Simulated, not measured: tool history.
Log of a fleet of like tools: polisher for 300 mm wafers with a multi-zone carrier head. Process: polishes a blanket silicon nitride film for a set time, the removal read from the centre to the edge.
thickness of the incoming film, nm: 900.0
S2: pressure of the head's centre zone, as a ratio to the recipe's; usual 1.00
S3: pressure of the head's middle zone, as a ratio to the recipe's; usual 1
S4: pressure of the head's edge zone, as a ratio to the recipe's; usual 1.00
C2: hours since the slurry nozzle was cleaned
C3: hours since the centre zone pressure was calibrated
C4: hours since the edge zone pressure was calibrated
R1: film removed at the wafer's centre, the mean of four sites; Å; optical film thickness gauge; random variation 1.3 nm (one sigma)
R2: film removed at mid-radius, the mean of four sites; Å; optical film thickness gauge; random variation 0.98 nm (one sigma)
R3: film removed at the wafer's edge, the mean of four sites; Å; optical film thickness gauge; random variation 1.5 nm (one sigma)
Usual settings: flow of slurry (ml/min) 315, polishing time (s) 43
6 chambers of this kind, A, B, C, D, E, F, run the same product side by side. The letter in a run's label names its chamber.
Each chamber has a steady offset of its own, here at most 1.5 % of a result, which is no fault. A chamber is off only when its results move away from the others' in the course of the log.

Run 1B, hour 6.3: usual settings; wafers polished on this pad 247; C2 234.8; C3 33.0; C4 536.5. Result: R1 1098.90 Å, R2 1089.70 Å, R3 1095.90 Å.
Run 2A, hour 15.4: usual settings; wafers polished on this pad 499; C2 110.2; C3 1089.6; C4 140.2. Result: R1 1081.60 Å, R2 1097.10 Å, R3 1067.30 Å.
At hour 19.4: chamber D: centre zone pressure recalibrated.
Run 3C, hour 26.1: usual settings; wafers polished on this pad 1268; C2 209.3; C3 488.9; C4 1232.0. Result: R1 1071.70 Å, R2 1083.50 Å, R3 1081.60 Å.
At hour 31.5: chamber C: worn pad replaced by a new one.
Run 4F, hour 37.0: usual settings; wafers polished on this pad 1000; C2 560.3; C3 605.0; C4 87.2. Result: R1 1096.70 Å, R2 1081.10 Å, R3 1074.80 Å.
At hour 37.1: chamber F: worn pad replaced by a new one.
Run 5E, hour 47.3: usual settings; wafers polished on this pad 847; C2 197.8; C3 720.2; C4 419.9. Result: R1 1061.70 Å, R2 1060.60 Å, R3 1091.70 Å.
At hour 56.7: chamber E: centre zone pressure recalibrated.
Run 6D, hour 56.9: usual settings; wafers polished on this pad 731; C2 370.6; C3 37.6; C4 113.7. Result: R1 1068.30 Å, R2 1048.90 Å, R3 1056.60 Å.
At hour 59.1: chamber D: worn pad replaced by a new one.
Run 7C, hour 63.3: usual settings; wafers polished on this pad 343; C2 246.5; C3 526.1; C4 1269.2. Result: R1 1084.20 Å, R2 1070.00 Å, R3 1092.20 Å.
At hour 64.4: chamber A: worn pad replaced by a new one.
Run 8F, hour 76.3: usual settings; wafers polished on this pad 423; C2 599.6; C3 644.3; C4 126.5. Result: R1 1107.90 Å, R2 1080.70 Å, R3 1071.00 Å.
At hour 77.7: chamber E: worn pad replaced by a new one.
At hour 77.9: chamber C: edge zone pressure recalibrated.
At hour 82.6: chamber D: slurry nozzle cleaned.
At hour 85.6: chamber B: worn pad replaced by a new one.
Run 9E, hour 89.2: usual settings; wafers polished on this pad 124; C2 239.7; C3 32.6; C4 461.8. Result: R1 1085.00 Å, R2 1074.30 Å, R3 1066.00 Å.
At hour 91.1: chamber F: centre zone pressure recalibrated.
Run 10B, hour 97.8: usual settings; wafers polished on this pad 132; C2 326.3; C3 124.5; C4 628.0. Result: R1 1100.90 Å, R2 1082.40 Å, R3 1081.60 Å.
At hour 102.6: chamber F: slurry nozzle cleaned.
Run 11A, hour 109.1: usual settings; wafers polished on this pad 482; C2 203.9; C3 1183.3; C4 233.9. Result: R1 1093.50 Å, R2 1074.70 Å, R3 1086.60 Å.
Run 12D, hour 115.8: usual settings; wafers polished on this pad 612; C2 33.3; C3 96.5; C4 172.6. Result: R1 1085.10 Å, R2 1047.50 Å, R3 1076.30 Å.
Run 13D, hour 122.0: usual settings; wafers polished on this pad 679; C2 39.5; C3 102.7; C4 178.8. Result: R1 1093.30 Å, R2 1059.00 Å, R3 1086.10 Å.
At hour 124.6: chamber D: worn pad replaced by a new one.
Run 14E, hour 131.2: usual settings; wafers polished on this pad 577; C2 281.7; C3 74.6; C4 503.8. Result: R1 1071.30 Å, R2 1067.00 Å, R3 1090.00 Å.
At hour 131.3: chamber C: worn pad replaced by a new one.
At hour 138.0: chamber F: worn pad replaced by a new one.
Run 15F, hour 139.1: usual settings but polishing time (s) 35; wafers polished on this pad 12; C2 36.5; C3 48.1; C4 189.3. Result: R1 890.65 Å, R2 874.20 Å, R3 882.88 Å.
Run 16C, hour 146.6: usual settings but polishing time (s) 35; wafers polished on this pad 165; C2 329.8; C3 609.4; C4 68.7. Result: R1 881.06 Å, R2 865.80 Å, R3 892.15 Å.
Run 17B, hour 157.2: usual settings but polishing time (s) 35; wafers polished on this pad 773; C2 385.7; C3 183.9; C4 687.4. Result: R1 892.18 Å, R2 869.36 Å, R3 874.89 Å.
At hour 158.0: chamber A: centre zone pressure recalibrated.
At hour 160.3: chamber A: worn pad replaced by a new one.
Run 18A, hour 169.1: usual settings but polishing time (s) 35; wafers polished on this pad 95; C2 263.9; C3 11.2; C4 293.9. Result: R1 781.10 Å, R2 899.63 Å, R3 908.68 Å.
Run 19A, hour 182.1: usual settings but polishing time (s) 35; wafers polished on this pad 236; C2 276.9; C3 24.2; C4 306.9. Result: R1 794.81 Å, R2 890.59 Å, R3 910.64 Å.
Run 20E, hour 192.3: usual settings but polishing time (s) 35; wafers polished on this pad 1237; C2 342.8; C3 135.7; C4 564.9. Result: R1 886.17 Å, R2 879.59 Å, R3 876.20 Å.
At hour 194.3: chamber B: worn pad replaced by a new one.
Run 21B, hour 199.9: usual settings; wafers polished on this pad 61; C2 428.4; C3 226.6; C4 730.1. Result: R1 1058.60 Å, R2 1081.10 Å, R3 1090.60 Å.
At hour 202.6: chamber D: worn pad replaced by a new one.
At hour 208.8: chamber E: worn pad replaced by a new one.
At hour 211.0: chamber B: edge zone pressure recalibrated.
Run 22D, hour 211.3: usual settings; wafers polished on this pad 94; C2 128.8; C3 192.0; C4 268.1. Result: R1 1101.20 Å, R2 1065.90 Å, R3 1062.30 Å.
Run 23C, hour 220.6: usual settings; wafers polished on this pad 964; C2 403.8; C3 683.4; C4 142.7. Result: R1 1086.90 Å, R2 1082.30 Å, R3 1086.50 Å.
At hour 231.6: chamber F: worn pad replaced by a new one.
Run 24F, hour 232.2: usual settings but S2 1.06, S4 1.11; wafers polished on this pad 7; C2 129.6; C3 141.2; C4 282.4. Result: R1 1149.70 Å, R2 1068.20 Å, R3 1162.80 Å.
Run 25B, hour 244.6: usual settings but S2 1.06, S4 1.11; wafers polished on this pad 543; C2 473.1; C3 271.3; C4 33.6. Result: R1 1126.10 Å, R2 1086.00 Å, R3 1110.40 Å.
At hour 249.3: chamber C: worn pad replaced by a new one.
Run 26A, hour 252.0: usual settings but S2 1.06, S4 1.11; wafers polished on this pad 990; C2 346.8; C3 94.1; C4 376.8. Result: R1 1013.70 Å, R2 1094.50 Å, R3 1128.80 Å.
At hour 253.4: chamber F: edge zone pressure recalibrated.
At hour 256.5: chamber A: worn pad replaced by a new one.
Run 27D, hour 265.0: usual settings but S2 1.06, S4 1.11; wafers polished on this pad 674; C2 182.5; C3 245.7; C4 321.8. Result: R1 1165.00 Å, R2 1050.60 Å, R3 1121.70 Å.
Run 28E, hour 274.7: usual settings but S2 1.06, S4 1.11; wafers polished on this pad 712; C2 425.2; C3 218.1; C4 647.3. Result: R1 1142.60 Å, R2 1059.40 Å, R3 1158.40 Å.
At hour 282.3: chamber D: worn pad replaced by a new one.
Run 29C, hour 288.0: usual settings but S2 1.06, S4 1.11; wafers polished on this pad 418; C2 471.2; C3 750.8; C4 210.1. Result: R1 1127.50 Å, R2 1082.50 Å, R3 1146.70 Å.
Run 30F, hour 299.4: usual settings; wafers polished on this pad 732; C2 196.8; C3 208.4; C4 46.1. Result: R1 1069.20 Å, R2 1072.80 Å, R3 1084.20 Å.
At hour 311.5: chamber C: slurry nozzle cleaned.
Run 31B, hour 312.7: usual settings; wafers polished on this pad 1278; C2 541.2; C3 339.4; C4 101.7. Result: R1 1080.30 Å, R2 1077.20 Å, R3 1084.00 Å.
At hour 313.2: chamber E: worn pad replaced by a new one.
Run 32D, hour 320.9: usual settings but S4 0.96; wafers polished on this pad 417; C2 238.4; C3 301.6; C4 377.7. Result: R1 1073.70 Å, R2 1054.00 Å, R3 1024.90 Å.
Run 33C, hour 327.5: usual settings but S4 0.96; wafers polished on this pad 844; C2 16.0; C3 790.3; C4 249.6. Result: R1 1087.90 Å, R2 1081.10 Å, R3 1059.30 Å.
At hour 331.1: chamber F: worn pad replaced by a new one.
Run 34F, hour 333.8: usual settings but S4 0.96; wafers polished on this pad 29; C2 231.2; C3 242.8; C4 80.5. Result: R1 1082.60 Å, R2 1087.70 Å, R3 1059.00 Å.
Run 35A, hour 341.5: usual settings but S4 0.96; wafers polished on this pad 918; C2 436.3; C3 183.6; C4 466.3. Result: R1 952.15 Å, R2 1080.80 Å, R3 1071.60 Å.
Run 36E, hour 348.8: usual settings but S4 0.96; wafers polished on this pad 384; C2 499.3; C3 292.2; C4 721.4. Result: R1 1079.10 Å, R2 1073.50 Å, R3 1016.90 Å.

Is one chamber off against the others, does the gauge drift, or is nothing wrong? If a chamber is off, say which, and what the likeliest cause is.

A service left chamber A off against the others.
Cause: centre zone's pressure below its setpoint, % = 9.66.

Here are 4 candidates for chamber A's next run, each the usual settings with a change, their results left as question marks. Which one brings its results back in line with what the others give on the usual settings?
In line means no further than this from the other chambers' mean on the usual settings: R1 45.00 Å; R2 34.00 Å; R3 51.00 Å
Run 37A-1, hour 358.4: usual settings but flow of slurry (ml/min) 310, S2 0.91, S3 1.03, S4 1.03, polishing time (s) 42. Result: R1 ?, R2 ?, R3 ?.
Run 37A-2, hour 358.4: usual settings but flow of slurry (ml/min) 305, S2 0.85, S3 1.05, S4 1.04, polishing time (s) 42. Result: R1 ?, R2 ?, R3 ?.
Run 37A-3, hour 358.4: usual settings but flow of slurry (ml/min) 325, S2 1.17, S3 0.94, S4 0.94, polishing time (s) 45. Result: R1 ?, R2 ?, R3 ?.
Run 37A-4, hour 358.4: usual settings but flow of slurry (ml/min) 320, S2 1.09, S3 0.97, S4 0.97, polishing time (s) 44. Result: R1 ?, R2 ?, R3 ?.

The other chambers' mean on the usual settings: R1 1081.40 Å; R2 1073.40 Å; R3 1078.80 Å
  run       R1       R2       R3
37A-1   843.42  1089.00  1063.60
37A-2   780.24  1107.10  1067.60
37A-3  1196.30  1076.00  1090.70
37A-4  1081.40  1081.70  1082.50
37A-4 brings the chamber back in line.

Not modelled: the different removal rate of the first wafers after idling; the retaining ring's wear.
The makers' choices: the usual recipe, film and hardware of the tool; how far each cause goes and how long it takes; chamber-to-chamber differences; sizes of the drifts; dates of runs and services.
